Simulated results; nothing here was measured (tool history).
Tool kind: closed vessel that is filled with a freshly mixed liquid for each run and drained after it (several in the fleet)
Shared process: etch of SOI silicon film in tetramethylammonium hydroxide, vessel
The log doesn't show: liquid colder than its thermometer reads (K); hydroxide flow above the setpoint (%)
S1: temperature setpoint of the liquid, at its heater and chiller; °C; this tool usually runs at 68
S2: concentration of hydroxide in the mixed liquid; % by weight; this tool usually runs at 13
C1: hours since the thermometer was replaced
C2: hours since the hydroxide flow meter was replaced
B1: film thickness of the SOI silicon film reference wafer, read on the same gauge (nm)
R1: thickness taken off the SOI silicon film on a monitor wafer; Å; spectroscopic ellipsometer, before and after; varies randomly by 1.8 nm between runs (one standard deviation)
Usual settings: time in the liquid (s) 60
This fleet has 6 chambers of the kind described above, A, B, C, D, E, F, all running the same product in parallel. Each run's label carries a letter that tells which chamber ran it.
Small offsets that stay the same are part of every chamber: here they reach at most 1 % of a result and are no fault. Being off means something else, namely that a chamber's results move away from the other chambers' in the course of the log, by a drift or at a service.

run 1F hour=3.7 | S1=68 S2=13 time_in_the_liquid_(s)=60 | C1=698.3 C2=1577.6 | B1=30.025 | R1=3389.3
run 2A hour=8.6 | S1=68 S2=13 time_in_the_liquid_(s)=60 | C1=1239.2 C2=90.9 | B1=30.015 | R1=3412.3
run 3E hour=13.5 | S1=68 S2=13 time_in_the_liquid_(s)=60 | C1=1120.6 C2=198.3 | B1=30.018 | R1=3386.1
run 4C hour=16.6 | S1=68 S2=13 time_in_the_liquid_(s)=60 | C1=1089.9 C2=2206 | B1=30.048 | R1=3420.6
run 5D hour=21.5 | S1=68 S2=13 time_in_the_liquid_(s)=60 | C1=1039.9 C2=239.8 | B1=29.968 | R1=3450.9
run 6B hour=25.6 | S1=68 S2=13 time_in_the_liquid_(s)=60 | C1=1335.9 C2=53.4 | B1=30.015 | R1=3435.9
run 7C hour=30.5 | S1=68 S2=13 time_in_the_liquid_(s)=60 | C1=1103.8 C2=2219.9 | B1=29.937 | R1=3383.2
run 8D hour=33.3 | S1=68 S2=13 time_in_the_liquid_(s)=60 | C1=1051.7 C2=251.6 | B1=29.993 | R1=3400.4
run 9B hour=37.3 | S1=68 S2=16 time_in_the_liquid_(s)=60 | C1=1347.6 C2=65.1 | B1=30.025 | R1=3136.3
run 10E hour=40.7 | S1=68 S2=16 time_in_the_liquid_(s)=60 | C1=1147.8 C2=225.5 | B1=30.032 | R1=3106.6
run 11F hour=44.6 | S1=68 S2=16 time_in_the_liquid_(s)=60 | C1=739.2 C2=1618.5 | B1=30.005 | R1=3117.7
run 12A hour=47.7 | S1=68 S2=16 time_in_the_liquid_(s)=60 | C1=1278.3 C2=130 | B1=30.019 | R1=3088.3
run 13C hour=52.4 | S1=68 S2=16 time_in_the_liquid_(s)=60 | C1=1125.7 C2=2241.8 | B1=30.032 | R1=3085.9
run 14B hour=56.1 | S1=68 S2=16 time_in_the_liquid_(s)=60 | C1=1366.4 C2=83.9 | B1=29.969 | R1=3113.8
run 15A hour=59.2 | S1=68 S2=13 time_in_the_liquid_(s)=60 | C1=1289.8 C2=141.5 | B1=29.991 | R1=3438.1
run 16F hour=61.4 | S1=68 S2=13 time_in_the_liquid_(s)=60 | C1=756 C2=1635.3 | B1=30.046 | R1=3447.4
run 17E hour=66 | S1=68 S2=13 time_in_the_liquid_(s)=60 | C1=1173.1 C2=250.8 | B1=30.061 | R1=3403.3
run 18D hour=70.2 | S1=68 S2=13 time_in_the_liquid_(s)=60 | C1=1088.6 C2=288.5 | B1=29.98 | R1=3375.1
run 19C hour=74.8 | S1=68 S2=13 time_in_the_liquid_(s)=60 | C1=1148.1 C2=2264.2 | B1=29.98 | R1=3441.2
run 20B hour=77.5 | S1=68 S2=13 time_in_the_liquid_(s)=60 | C1=1387.8 C2=105.3 | B1=30.076 | R1=3447.9
run 21D hour=82.4 | S1=68 S2=13 time_in_the_liquid_(s)=60 | C1=1100.8 C2=300.7 | B1=30.001 | R1=3364.7
run 22A hour=87 | S1=68 S2=13 time_in_the_liquid_(s)=60 | C1=1317.6 C2=169.3 | B1=29.918 | R1=3434.9
run 23E hour=90.4 | S1=68 S2=13 time_in_the_liquid_(s)=60 | C1=1197.5 C2=275.2 | B1=30.01 | R1=3433.2
run 24F hour=93.6 | S1=68 S2=13 time_in_the_liquid_(s)=60 | C1=788.2 C2=1667.5 | B1=30.017 | R1=3421
run 25A hour=96 | S1=68 S2=13 time_in_the_liquid_(s)=60 | C1=1326.6 C2=178.3 | B1=29.979 | R1=3441.4
run 26E hour=100.7 | S1=68 S2=13 time_in_the_liquid_(s)=60 | C1=1207.8 C2=285.5 | B1=29.982 | R1=3411.2
run 27F hour=104.1 | S1=68 S2=13 time_in_the_liquid_(s)=60 | C1=798.7 C2=1678 | B1=30.026 | R1=3434.9
run 28B hour=107.1 | S1=68 S2=13 time_in_the_liquid_(s)=60 | C1=1417.4 C2=134.9 | B1=30 | R1=3448.9
run 29C hour=111.3 | S1=68 S2=13 time_in_the_liquid_(s)=60 | C1=1184.6 C2=2300.7 | B1=29.973 | R1=3415.1
run 30D hour=114 | S1=68 S2=13 time_in_the_liquid_(s)=60 | C1=1132.4 C2=332.3 | B1=30.026 | R1=3298.3
run 31B hour=117.5 | S1=68 S2=13 time_in_the_liquid_(s)=60 | C1=1427.8 C2=145.3 | B1=29.99 | R1=3440.7
run 32C hour=121.1 | S1=68 S2=13 time_in_the_liquid_(s)=60 | C1=1194.4 C2=2310.5 | B1=30.051 | R1=3354.9
run 33A hour=124.1 | S1=60.5 S2=16.5 time_in_the_liquid_(s)=60 | C1=1354.7 C2=206.4 | B1=29.987 | R1=1957.5
run 34F hour=126.8 | S1=60.5 S2=16.5 time_in_the_liquid_(s)=60 | C1=821.4 C2=1700.7 | B1=29.988 | R1=1959.7
-- hour=127.2 chamber F: hydroxide flow meter replaced
run 35D hour=130.7 | S1=60.5 S2=16.5 time_in_the_liquid_(s)=60 | C1=1149.1 C2=349 | B1=30.019 | R1=1873.3
run 36E hour=133.4 | S1=60.5 S2=16.5 time_in_the_liquid_(s)=60 | C1=1240.5 C2=318.2 | B1=29.986 | R1=1948.8
run 37B hour=137.8 | S1=60.5 S2=16.5 time_in_the_liquid_(s)=60 | C1=1448.1 C2=165.6 | B1=29.938 | R1=1961.9
run 38F hour=140.1 | S1=60.5 S2=16.5 time_in_the_liquid_(s)=60 | C1=834.7 C2=12.9 | B1=29.973 | R1=1956.3
run 39D hour=144 | S1=68 S2=13 time_in_the_liquid_(s)=60 | C1=1162.4 C2=362.3 | B1=30.017 | R1=3284.7
run 40E hour=147 | S1=68 S2=13 time_in_the_liquid_(s)=60 | C1=1254.1 C2=331.8 | B1=30 | R1=3420
run 41A hour=151.2 | S1=68 S2=13 time_in_the_liquid_(s)=60 | C1=1381.8 C2=233.5 | B1=29.97 | R1=3422.6

What goes on in this fleet: one chamber off, a drifting gauge, or nothing beyond the chambers' own small offsets? Name the chamber and the cause, if any.

It is chamber D that slowly wanders off from its peers.
Most likely cause: liquid colder than its thermometer reads (K) = 0.832.
The log may not separate it from: hydroxide flow above the setpoint (%).

Chamber D could run next with any of the 4 candidate recipes listed below; each alters the usual settings, and their results appear as question marks. Which one brings its results back in line with what the other chambers deliver on the usual settings?
In line here means within this much of the mean the other chambers give on the usual settings: R1 62 Å
run 42D-1 hour=154.8 | S1=68 S2=14.5 time_in_the_liquid_(s)=60 | R1=?
run 42D-2 hour=154.8 | S1=68 S2=11.5 time_in_the_liquid_(s)=60 | R1=?
run 42D-3 hour=154.8 | S1=68 S2=13 time_in_the_liquid_(s)=55 | R1=?
run 42D-4 hour=154.8 | S1=68 S2=13 time_in_the_liquid_(s)=65 | R1=?

The other chambers' mean on the usual settings: R1 3416 Å
run=42D-1 R1=3080
run=42D-2 R1=3427.5
run=42D-3 R1=2982.6
run=42D-4 R1=3524.9
The right change is 42D-2: it brings the chamber back within the allowed miss of the others.
